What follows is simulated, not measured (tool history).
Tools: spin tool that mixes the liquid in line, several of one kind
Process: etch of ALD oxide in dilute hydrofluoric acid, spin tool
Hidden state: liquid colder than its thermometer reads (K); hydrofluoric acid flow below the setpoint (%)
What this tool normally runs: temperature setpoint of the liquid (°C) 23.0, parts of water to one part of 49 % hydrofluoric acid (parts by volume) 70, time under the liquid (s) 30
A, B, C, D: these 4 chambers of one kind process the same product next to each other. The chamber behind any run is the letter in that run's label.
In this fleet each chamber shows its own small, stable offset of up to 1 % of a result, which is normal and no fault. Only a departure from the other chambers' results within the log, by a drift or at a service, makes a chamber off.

| run | hour | temperature setpoint of the liquid (°C) | parts of water to one part of 49 % hydrofluoric acid (parts by volume) | time under the liquid (s) | hours since the thermometer was replaced | hours since the hydrofluoric acid flow meter was replaced | read-back film thickness of the ALD oxide reference wafer, read on the same gauge (nm) | thickness taken off the ALD oxide on a monitor wafer (nm) |
|---|---|---|---|---|---|---|---|---|
| 1C | 7.1 | 23.0 | 70 | 30 | 433.3 | 1713.5 | 40.000 | 12.8360 |
| 2B | 12.4 | 23.0 | 70 | 30 | 759.5 | 234.2 | 39.989 | 12.8270 |
| 3D | 16.2 | 23.0 | 70 | 30 | 29.6 | 776.7 | 39.993 | 12.7720 |
| 4A | 22.9 | 23.0 | 70 | 30 | 1778.9 | 1316.3 | 40.005 | 12.8280 |
| 5D | 29.0 | 23.0 | 70 | 30 | 42.4 | 789.5 | 40.007 | 12.7440 |
| 6A | 36.1 | 23.0 | 70 | 30 | 1792.1 | 1329.5 | 39.995 | 12.8460 |
| 7C | 41.8 | 23.0 | 70 | 30 | 468.0 | 1748.2 | 39.972 | 12.8270 |
| 8B | 45.6 | 23.0 | 70 | 30 | 792.7 | 267.4 | 40.002 | 12.8430 |
| 9B | 51.4 | 23.0 | 70 | 30 | 798.5 | 273.2 | 39.998 | 13.0810 |
| 10D | 57.3 | 23.0 | 70 | 30 | 70.7 | 817.8 | 40.004 | 12.7220 |
| 11C | 61.1 | 23.0 | 70 | 30 | 487.3 | 1767.5 | 40.009 | 12.8640 |
| 12A | 65.1 | 23.0 | 70 | 30 | 1821.1 | 1358.5 | 40.009 | 12.6360 |
| 13B | 69.0 | 26.0 | 70 | 20 | 816.1 | 290.8 | 39.996 | 9.7923 |
| 14D | 75.4 | 26.0 | 70 | 20 | 88.8 | 835.9 | 39.997 | 9.6860 |
| 15A | 81.1 | 26.0 | 70 | 20 | 1837.1 | 1374.5 | 40.010 | 9.4422 |
| 16C | 86.1 | 26.0 | 70 | 20 | 512.3 | 1792.5 | 40.025 | 9.6252 |
| 17D | 91.9 | 23.0 | 70 | 30 | 105.3 | 852.4 | 40.032 | 12.7650 |
| 18B | 97.4 | 23.0 | 70 | 30 | 844.5 | 319.2 | 39.984 | 12.8860 |
| 19C | 103.0 | 23.0 | 70 | 30 | 529.2 | 1809.4 | 39.995 | 12.7670 |
| 20A | 106.9 | 23.0 | 70 | 30 | 1862.9 | 1400.3 | 39.997 | 12.4810 |
| 21A | 110.1 | 23.0 | 70 | 30 | 1866.1 | 1403.5 | 40.005 | 12.3880 |
| 22D | 115.9 | 23.0 | 70 | 30 | 129.3 | 876.4 | 40.007 | 12.6690 |
| 23C | 122.5 | 23.0 | 70 | 30 | 548.7 | 1828.9 | 39.991 | 12.8870 |
| 24B | 126.5 | 26.5 | 70 | 30 | 873.6 | 348.3 | 39.991 | 14.7930 |
| 25D | 133.6 | 26.5 | 70 | 30 | 147.0 | 894.1 | 40.013 | 14.7510 |
| 26B | 139.9 | 26.5 | 70 | 30 | 887.0 | 361.7 | 39.992 | 14.7750 |
| 27A | 143.3 | 26.5 | 70 | 30 | 1899.3 | 1436.7 | 40.023 | 14.0480 |
| 28C | 148.7 | 21.0 | 70 | 30 | 574.9 | 1855.1 | 39.986 | 11.8140 |
|  | 150.3 | chamber B: thermometer replaced |
| 29C | 153.1 | 21.0 | 70 | 30 | 579.3 | 1859.5 | 40.027 | 11.7930 |
| 30B | 160.1 | 21.0 | 70 | 30 | 9.9 | 381.9 | 40.022 | 11.7790 |

What goes on in this fleet: one chamber off, a drifting gauge, or nothing beyond the chambers' own small offsets? Name the chamber and the cause, if any.

Chamber A drifts away from the others.
Most likely cause: liquid colder than its thermometer reads (K) = 1.36.
From this log alone, it may not be told apart from: hydrofluoric acid flow below the setpoint (%).

Here are 4 candidates for chamber A's next run, each the usual settings with a change, their results left as question marks. Which one brings its results back in line with what the others give on the usual settings?
In line here means within this much of the mean the other chambers give on the usual settings: thickness taken off the ALD oxide on a monitor wafer (nm) 0.2400
| 31A-1 | 165.2 | 21.5 | 70 | 30 |  |  |  | ? |
| 31A-2 | 165.2 | 22.5 | 70 | 30 |  |  |  | ? |
| 31A-3 | 165.2 | 23.5 | 70 | 30 |  |  |  | ? |
| 31A-4 | 165.2 | 24.5 | 70 | 30 |  |  |  | ? |

Mean of the other chambers on the usual settings: thickness taken off the ALD oxide on a monitor wafer (nm) 12.8470
| run | thickness taken off the ALD oxide on a monitor wafer (nm) |
|---|---|
| 31A-1 | 11.3400 |
| 31A-2 | 11.8220 |
| 31A-3 | 12.3210 |
| 31A-4 | 12.8360 |
31A-4 puts the chamber back in line with the other chambers.
